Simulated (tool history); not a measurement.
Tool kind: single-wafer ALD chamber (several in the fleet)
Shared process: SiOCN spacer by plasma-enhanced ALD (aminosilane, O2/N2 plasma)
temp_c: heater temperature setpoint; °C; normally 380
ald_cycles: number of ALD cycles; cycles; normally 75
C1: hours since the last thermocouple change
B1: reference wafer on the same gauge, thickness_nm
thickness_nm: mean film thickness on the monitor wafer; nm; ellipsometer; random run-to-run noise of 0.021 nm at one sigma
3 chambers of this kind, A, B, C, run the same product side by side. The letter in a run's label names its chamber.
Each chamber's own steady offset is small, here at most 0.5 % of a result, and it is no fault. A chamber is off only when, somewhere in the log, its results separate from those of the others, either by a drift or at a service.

Run 1B, day 0.479: usual settings; C1 656.6; B1 5.2297. Result: thickness_nm 4.5276 nm.
Run 2C, day 1.162: usual settings; C1 2409.7; B1 5.2303. Result: thickness_nm 4.5182 nm.
At day 1.367: chamber C: thermocouple changed; heater temperature recalibrated.
Run 3A, day 1.600: usual settings; C1 501.5; B1 5.2278. Result: thickness_nm 4.5269 nm.
Run 4A, day 2.225: usual settings; C1 516.5; B1 5.2288. Result: thickness_nm 4.5751 nm.
Run 5C, day 2.838: usual settings; C1 35.4; B1 5.2310. Result: thickness_nm 4.5290 nm.
Run 6B, day 3.375: usual settings; C1 726.1; B1 5.2291. Result: thickness_nm 4.4494 nm.
Run 7B, day 3.892: usual settings; C1 738.5; B1 5.2300. Result: thickness_nm 4.5301 nm.
Run 8A, day 4.329: usual settings; C1 567.0; B1 5.2398. Result: thickness_nm 4.5488 nm.
Run 9C, day 4.712: usual settings; C1 80.4; B1 5.2266. Result: thickness_nm 4.4711 nm.
Run 10A, day 5.158: usual settings; C1 586.9; B1 5.2313. Result: thickness_nm 4.5475 nm.
Run 11C, day 5.779: usual settings but temp_c 372 °C, ald_cycles 87 cycles; C1 106.0; B1 5.2313. Result: thickness_nm 5.2395 nm.
Run 12B, day 6.175: usual settings but temp_c 372 °C, ald_cycles 87 cycles; C1 793.3; B1 5.2258. Result: thickness_nm 5.2158 nm.
Run 13B, day 6.821: usual settings but temp_c 372 °C, ald_cycles 87 cycles; C1 808.8; B1 5.2332. Result: thickness_nm 5.2852 nm.
Run 14C, day 7.479: usual settings; C1 146.8; B1 5.2347. Result: thickness_nm 4.5084 nm.
Run 15A, day 7.838: usual settings; C1 651.2; B1 5.2253. Result: thickness_nm 4.5470 nm.
Run 16A, day 8.479: usual settings but temp_c 387 °C, ald_cycles 64 cycles; C1 666.6; B1 5.2294. Result: thickness_nm 3.8792 nm.
Run 17C, day 9.088: usual settings but temp_c 387 °C, ald_cycles 64 cycles; C1 185.4; B1 5.2347. Result: thickness_nm 3.8437 nm.
Run 18B, day 9.596: usual settings but temp_c 387 °C, ald_cycles 64 cycles; C1 875.4; B1 5.2371. Result: thickness_nm 3.8369 nm.
Run 19B, day 10.100: usual settings; C1 887.5; B1 5.2333. Result: thickness_nm 4.5010 nm.
Run 20C, day 10.638: usual settings; C1 222.6; B1 5.2315. Result: thickness_nm 4.5213 nm.
Run 21A, day 11.012: usual settings; C1 727.4; B1 5.2286. Result: thickness_nm 4.5261 nm.
Run 22C, day 11.692: usual settings but temp_c 366 °C, ald_cycles 63 cycles; C1 247.9; B1 5.2335. Result: thickness_nm 3.7697 nm.
Run 23B, day 12.004: usual settings but temp_c 366 °C, ald_cycles 63 cycles; C1 933.2; B1 5.2297. Result: thickness_nm 3.7673 nm.
Run 24A, day 12.633: usual settings but temp_c 366 °C, ald_cycles 63 cycles; C1 766.3; B1 5.2261. Result: thickness_nm 3.8091 nm.
Run 25B, day 13.162: usual settings; C1 961.0; B1 5.2331. Result: thickness_nm 4.4804 nm.

All 3 chambers run these settings next. Forecast each chamber's results:
Run 26A, day 13.658: usual settings but ald_cycles 83 cycles. Result: thickness_nm ?.
Run 26B, day 13.658: usual settings but ald_cycles 83 cycles. Result: thickness_nm ?.
Run 26C, day 13.658: usual settings but ald_cycles 83 cycles. Result: thickness_nm ?.

run  thickness_nm
26A        5.0024
26B        4.9689
26C        5.0046
